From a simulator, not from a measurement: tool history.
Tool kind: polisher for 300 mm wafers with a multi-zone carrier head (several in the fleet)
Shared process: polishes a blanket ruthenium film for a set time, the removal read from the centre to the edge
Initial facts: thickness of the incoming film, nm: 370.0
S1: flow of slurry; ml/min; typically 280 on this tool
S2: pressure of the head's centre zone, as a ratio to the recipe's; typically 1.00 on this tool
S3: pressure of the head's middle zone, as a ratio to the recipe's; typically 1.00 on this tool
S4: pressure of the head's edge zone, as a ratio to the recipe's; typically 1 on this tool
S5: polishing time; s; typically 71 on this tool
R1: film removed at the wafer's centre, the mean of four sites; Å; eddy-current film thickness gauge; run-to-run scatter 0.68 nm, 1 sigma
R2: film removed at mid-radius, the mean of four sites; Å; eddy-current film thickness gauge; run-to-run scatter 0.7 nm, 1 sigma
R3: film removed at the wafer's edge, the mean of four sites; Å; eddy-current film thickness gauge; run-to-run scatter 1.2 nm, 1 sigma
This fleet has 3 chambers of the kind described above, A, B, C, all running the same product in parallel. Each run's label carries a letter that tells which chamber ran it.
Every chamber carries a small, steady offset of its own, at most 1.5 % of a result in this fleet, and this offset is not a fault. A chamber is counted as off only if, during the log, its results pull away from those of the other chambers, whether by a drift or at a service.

{"run": "1B", "hour": 8.5, "S1": 280, "S2": 1.0, "S3": 1.0, "S4": 1, "S5": 71, "R1": 834.81, "R2": 819.67, "R3": 811.19}
{"hour": 12.8, "done": "chamber B: worn pad replaced by a new one"}
{"run": "2A", "hour": 16.7, "S1": 280, "S2": 1.0, "S3": 1.0, "S4": 1, "S5": 71, "R1": 830.14, "R2": 830.26, "R3": 866.9}
{"run": "3C", "hour": 26.7, "S1": 280, "S2": 1.0, "S3": 1.0, "S4": 1, "S5": 71, "R1": 819.95, "R2": 815.55, "R3": 813.18}
{"hour": 30.9, "done": "chamber C: worn pad replaced by a new one"}
{"run": "4A", "hour": 31.7, "S1": 280, "S2": 1.0, "S3": 1.0, "S4": 1, "S5": 71, "R1": 832.87, "R2": 822.04, "R3": 843.91}
{"run": "5B", "hour": 41.3, "S1": 280, "S2": 1.0, "S3": 1.0, "S4": 1, "S5": 71, "R1": 843.01, "R2": 821.71, "R3": 805.25}
{"hour": 46.3, "done": "chamber A: worn pad replaced by a new one"}
{"run": "6C", "hour": 48.6, "S1": 280, "S2": 1.0, "S3": 1.0, "S4": 1, "S5": 71, "R1": 822.32, "R2": 816.58, "R3": 818.33}
{"run": "7C", "hour": 57.7, "S1": 280, "S2": 1.0, "S3": 1.0, "S4": 1, "S5": 71, "R1": 819.91, "R2": 806.36, "R3": 834.26}
{"run": "8A", "hour": 63.3, "S1": 220, "S2": 1.0, "S3": 1.0, "S4": 1, "S5": 94, "R1": 1068.2, "R2": 1058.1, "R3": 1104.4}
{"run": "9B", "hour": 71.8, "S1": 220, "S2": 1.0, "S3": 1.0, "S4": 1, "S5": 94, "R1": 1061.2, "R2": 1071.8, "R3": 1091.0}
{"run": "10B", "hour": 77.9, "S1": 220, "S2": 1.0, "S3": 1.0, "S4": 1, "S5": 94, "R1": 1052.5, "R2": 1061.6, "R3": 1075.6}
{"run": "11C", "hour": 83.8, "S1": 280, "S2": 1.0, "S3": 1.0, "S4": 1, "S5": 71, "R1": 827.35, "R2": 810.18, "R3": 803.36}
{"run": "12A", "hour": 90.3, "S1": 280, "S2": 1.0, "S3": 1.0, "S4": 1, "S5": 71, "R1": 818.85, "R2": 831.58, "R3": 810.53}
{"hour": 91.9, "done": "chamber B: edge zone pressure recalibrated"}
{"run": "13C", "hour": 96.2, "S1": 280, "S2": 1.0, "S3": 1.0, "S4": 1, "S5": 71, "R1": 824.24, "R2": 814.97, "R3": 829.06}
{"run": "14B", "hour": 100.9, "S1": 280, "S2": 1.0, "S3": 1.0, "S4": 1, "S5": 71, "R1": 823.18, "R2": 826.55, "R3": 845.02}
{"hour": 105.6, "done": "chamber C: centre zone pressure recalibrated"}
{"run": "15A", "hour": 110.7, "S1": 280, "S2": 1.0, "S3": 1.0, "S4": 1, "S5": 71, "R1": 820.34, "R2": 832.73, "R3": 835.67}
{"run": "16C", "hour": 118.1, "S1": 280, "S2": 1.0, "S3": 1.0, "S4": 1, "S5": 71, "R1": 878.6, "R2": 814.13, "R3": 816.42}
{"run": "17B", "hour": 123.3, "S1": 280, "S2": 1.0, "S3": 1.0, "S4": 1, "S5": 71, "R1": 826.27, "R2": 818.11, "R3": 794.49}
{"run": "18A", "hour": 130.2, "S1": 345, "S2": 1.0, "S3": 1.11, "S4": 1, "S5": 71, "R1": 834.2, "R2": 933.42, "R3": 862.24}
{"hour": 135.5, "done": "chamber A: worn pad replaced by a new one"}
{"run": "19C", "hour": 138.1, "S1": 345, "S2": 1.0, "S3": 1.11, "S4": 1, "S5": 71, "R1": 888.81, "R2": 934.5, "R3": 825.16}
{"run": "20A", "hour": 142.8, "S1": 345, "S2": 1.0, "S3": 1.11, "S4": 1, "S5": 71, "R1": 848.11, "R2": 937.0, "R3": 845.44}
{"run": "21B", "hour": 149.5, "S1": 280, "S2": 1.0, "S3": 1.0, "S4": 1, "S5": 71, "R1": 828.48, "R2": 832.28, "R3": 816.65}
{"run": "22C", "hour": 158.1, "S1": 280, "S2": 1.0, "S3": 1.0, "S4": 1, "S5": 71, "R1": 874.56, "R2": 815.15, "R3": 819.41}
{"run": "23B", "hour": 164.0, "S1": 280, "S2": 1.0, "S3": 1.0, "S4": 1, "S5": 71, "R1": 827.89, "R2": 819.11, "R3": 814.63}
{"run": "24A", "hour": 169.4, "S1": 280, "S2": 1.0, "S3": 1.0, "S4": 1, "S5": 71, "R1": 832.34, "R2": 823.61, "R3": 844.69}
{"hour": 173.1, "done": "chamber B: worn pad replaced by a new one"}
{"run": "25B", "hour": 179.0, "S1": 280, "S2": 1.0, "S3": 1.0, "S4": 1, "S5": 71, "R1": 831.85, "R2": 813.85, "R3": 803.15}
{"run": "26C", "hour": 185.8, "S1": 280, "S2": 1.0, "S3": 1.0, "S4": 1, "S5": 71, "R1": 875.2, "R2": 820.97, "R3": 815.12}
{"hour": 187.0, "done": "chamber C: worn pad replaced by a new one"}
{"run": "27A", "hour": 192.0, "S1": 280, "S2": 1.0, "S3": 1.0, "S4": 1, "S5": 71, "R1": 816.79, "R2": 823.98, "R3": 817.83}
{"hour": 193.1, "done": "chamber B: slurry nozzle cleaned"}
{"run": "28A", "hour": 197.6, "S1": 280, "S2": 1.0, "S3": 1.0, "S4": 1, "S5": 71, "R1": 825.7, "R2": 833.48, "R3": 837.66}
{"run": "29B", "hour": 203.3, "S1": 205, "S2": 0.94, "S3": 1.0, "S4": 1, "S5": 71, "R1": 751.01, "R2": 792.05, "R3": 806.32}
{"run": "30C", "hour": 209.6, "S1": 205, "S2": 0.94, "S3": 1.0, "S4": 1, "S5": 71, "R1": 786.97, "R2": 797.52, "R3": 797.22}
{"run": "31A", "hour": 215.0, "S1": 205, "S2": 0.94, "S3": 1.0, "S4": 1, "S5": 71, "R1": 749.06, "R2": 796.74, "R3": 826.73}
{"hour": 218.8, "done": "chamber A: worn pad replaced by a new one"}
{"run": "32C", "hour": 221.5, "S1": 280, "S2": 1.0, "S3": 1.0, "S4": 1, "S5": 71, "R1": 870.53, "R2": 815.5, "R3": 815.1}
{"run": "33B", "hour": 227.0, "S1": 280, "S2": 1.0, "S3": 1.0, "S4": 1, "S5": 71, "R1": 832.52, "R2": 821.0, "R3": 812.22}
{"run": "34A", "hour": 233.7, "S1": 280, "S2": 1.0, "S3": 1.0, "S4": 1, "S5": 71, "R1": 818.03, "R2": 821.55, "R3": 837.4}
{"run": "35C", "hour": 243.2, "S1": 280, "S2": 1.0, "S3": 1.0, "S4": 1, "S5": 71, "R1": 859.7, "R2": 827.96, "R3": 828.16}

All 3 chambers run these settings next. Forecast each chamber's results:
{"run": "36A", "hour": 250.4, "S1": 280, "S2": 1.0, "S3": 1.0, "S4": 1, "S5": 71, "R1": "?", "R2": "?", "R3": "?"}
{"run": "36B", "hour": 250.4, "S1": 280, "S2": 1.0, "S3": 1.0, "S4": 1, "S5": 71, "R1": "?", "R2": "?", "R3": "?"}
{"run": "36C", "hour": 250.4, "S1": 280, "S2": 1.0, "S3": 1.0, "S4": 1, "S5": 71, "R1": "?", "R2": "?", "R3": "?"}

run=36A R1=827.79 R2=819.99 R3=832.96
run=36B R1=826.59 R2=823.94 R3=830.71
run=36C R1=872.41 R2=826.57 R3=816.20
